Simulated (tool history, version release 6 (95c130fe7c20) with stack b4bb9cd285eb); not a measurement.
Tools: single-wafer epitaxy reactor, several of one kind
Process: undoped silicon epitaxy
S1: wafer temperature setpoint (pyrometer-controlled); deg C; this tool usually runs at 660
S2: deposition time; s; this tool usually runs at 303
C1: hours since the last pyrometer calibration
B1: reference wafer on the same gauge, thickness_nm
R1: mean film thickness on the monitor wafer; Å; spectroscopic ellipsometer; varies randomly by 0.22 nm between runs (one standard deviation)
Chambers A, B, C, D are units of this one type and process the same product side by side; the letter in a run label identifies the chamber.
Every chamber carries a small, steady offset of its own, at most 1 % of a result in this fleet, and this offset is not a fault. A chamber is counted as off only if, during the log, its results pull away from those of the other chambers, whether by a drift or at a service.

run   hour   S1   S2      C1      B1      R1
 1B    6.3  660  303   613.4  61.106  629.58
 2D   14.1  660  303  2130.7  61.102  631.02
 3A   20.4  660  303   733.4  61.070  627.18
 4C   29.6  660  303    32.0  61.075  631.52
 5C   37.4  660  303    39.8  61.093  629.61
 6A   44.5  660  303   757.5  61.119  623.41
 7B   51.0  649  303   658.1  61.057  491.59
 8D   58.4  649  303  2175.0  61.121  498.44
 9C   64.7  649  303    67.1  61.077  495.09
10B   71.8  649  303   678.9  61.093  496.57
11D   78.4  668  322  2195.0  61.082  794.33
12A   83.7  668  322   796.7  61.118  790.48
13B   90.7  668  322   697.8  61.084  793.00
14A   96.6  668  322   809.6  61.114  791.38
15D  102.9  660  303  2219.5  61.063  630.56
16C  109.7  660  303   112.1  61.100  631.67
17A  117.4  671  303   830.4  61.065  785.48
18B  125.3  671  303   732.4  61.091  796.17
19D  134.0  671  303  2250.6  61.086  796.34
20C  138.2  671  303   140.6  61.083  802.85
21B  145.6  660  303   752.7  61.105  625.57
22C  153.6  652  284   156.0  61.158  493.19
23A  160.4  652  284   873.4  61.134  495.89
24D  168.5  652  284  2285.1  61.076  497.71
25C  173.7  652  284   176.1  61.106  499.03
26D  181.3  650  250  2297.9  61.114  419.90
27A  190.2  650  250   903.2  61.076  413.21
28B  199.0  650  250   806.1  61.130  417.26
29C  204.0  650  250   206.4  61.133  417.51
30D  213.3  660  303  2329.9  61.065  629.15
31B  220.8  660  303   827.9  61.116  626.26
32A  225.9  660  303   938.9  61.079  629.91
33B  234.1  660  303   841.2  61.102  627.04
34C  241.9  660  303   244.3  61.086  631.49
35D  246.5  660  303  2363.1  61.148  632.59
36A  252.1  660  303   965.1  61.083  622.64
37A  259.0  671  282   972.0  61.112  737.20
38D  265.7  671  282  2382.3  61.069  739.13
39C  274.6  671  282   277.0  61.062  744.68

Decide between three cases: one chamber stands off from its peers, the gauge reading all wafers drifts, or nothing is wrong past each chamber's small offset. Where a chamber is off, say which and what most likely put it there.

Nothing is wrong: each chamber keeps only its own small, steady offset and the gauge holds still.
